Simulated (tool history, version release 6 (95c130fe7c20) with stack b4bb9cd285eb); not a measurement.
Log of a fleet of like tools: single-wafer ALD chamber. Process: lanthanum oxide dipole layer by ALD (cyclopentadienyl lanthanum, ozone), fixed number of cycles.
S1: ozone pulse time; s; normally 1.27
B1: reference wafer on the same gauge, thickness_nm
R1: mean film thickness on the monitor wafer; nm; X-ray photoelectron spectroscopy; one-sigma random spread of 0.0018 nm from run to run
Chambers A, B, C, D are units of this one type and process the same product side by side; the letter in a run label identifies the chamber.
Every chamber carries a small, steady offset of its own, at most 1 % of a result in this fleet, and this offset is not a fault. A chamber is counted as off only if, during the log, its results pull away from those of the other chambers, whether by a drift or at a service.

Run 1C, day 0.296: usual settings; B1 0.53814. Result: R1 0.53524 nm.
Run 2A, day 0.858: usual settings; B1 0.53801. Result: R1 0.53570 nm.
Run 3D, day 1.517: usual settings; B1 0.53805. Result: R1 0.53273 nm.
Run 4B, day 1.825: usual settings; B1 0.53767. Result: R1 0.53296 nm.
Run 5B, day 2.296: usual settings; B1 0.53843. Result: R1 0.53399 nm.
Run 6D, day 2.729: usual settings; B1 0.53799. Result: R1 0.53198 nm.
Run 7C, day 3.092: usual settings; B1 0.53778. Result: R1 0.53816 nm.
Run 8A, day 3.704: usual settings; B1 0.53798. Result: R1 0.53554 nm.
At day 3.742: chamber A: thermocouple changed; heater temperature recalibrated.
Run 9D, day 4.038: usual settings; B1 0.53778. Result: R1 0.53238 nm.
Run 10B, day 4.558: usual settings; B1 0.53823. Result: R1 0.53368 nm.
Run 11A, day 5.225: usual settings; B1 0.53808. Result: R1 0.53387 nm.
Run 12C, day 5.767: usual settings; B1 0.53788. Result: R1 0.53614 nm.
Run 13B, day 6.154: usual settings; B1 0.53789. Result: R1 0.53515 nm.
Run 14D, day 6.538: usual settings but S1 1.63 s; B1 0.53831. Result: R1 0.55522 nm.
Run 15C, day 6.925: usual settings but S1 1.63 s; B1 0.53811. Result: R1 0.56027 nm.
Run 16A, day 7.458: usual settings but S1 1.63 s; B1 0.53793. Result: R1 0.55766 nm.
Run 17D, day 7.871: usual settings but S1 1.63 s; B1 0.53765. Result: R1 0.55409 nm.
Run 18B, day 8.354: usual settings but S1 1.67 s; B1 0.53821. Result: R1 0.55946 nm.
Run 19C, day 8.788: usual settings but S1 1.67 s; B1 0.53830. Result: R1 0.55901 nm.
Run 20A, day 9.383: usual settings but S1 1.67 s; B1 0.53782. Result: R1 0.55832 nm.
Run 21A, day 9.912: usual settings but S1 1.67 s; B1 0.53792. Result: R1 0.55883 nm.
Run 22D, day 10.488: usual settings; B1 0.53822. Result: R1 0.52341 nm.
Run 23B, day 11.075: usual settings; B1 0.53811. Result: R1 0.53531 nm.
Run 24C, day 11.704: usual settings; B1 0.53834. Result: R1 0.53791 nm.
Run 25A, day 12.138: usual settings; B1 0.53746. Result: R1 0.53797 nm.
Run 26D, day 12.658: usual settings; B1 0.53752. Result: R1 0.51672 nm.
Run 27B, day 13.004: usual settings; B1 0.53811. Result: R1 0.53078 nm.
Run 28C, day 13.300: usual settings; B1 0.53772. Result: R1 0.53504 nm.
Run 29D, day 13.692: usual settings but S1 0.96 s; B1 0.53822. Result: R1 0.47234 nm.
Run 30B, day 14.067: usual settings but S1 0.96 s; B1 0.53792. Result: R1 0.49669 nm.
Run 31C, day 14.562: usual settings but S1 0.96 s; B1 0.53783. Result: R1 0.49701 nm.

Predict what each chamber gives when all 4 of them run the settings below next.
Run 32A, day 15.050: usual settings but S1 1.06 s. Result: R1 ?.
Run 32B, day 15.050: usual settings but S1 1.06 s. Result: R1 ?.
Run 32C, day 15.050: usual settings but S1 1.06 s. Result: R1 ?.
Run 32D, day 15.050: usual settings but S1 1.06 s. Result: R1 ?.

run       R1
32A  0.51120
32B  0.50658
32C  0.51207
32D  0.48386
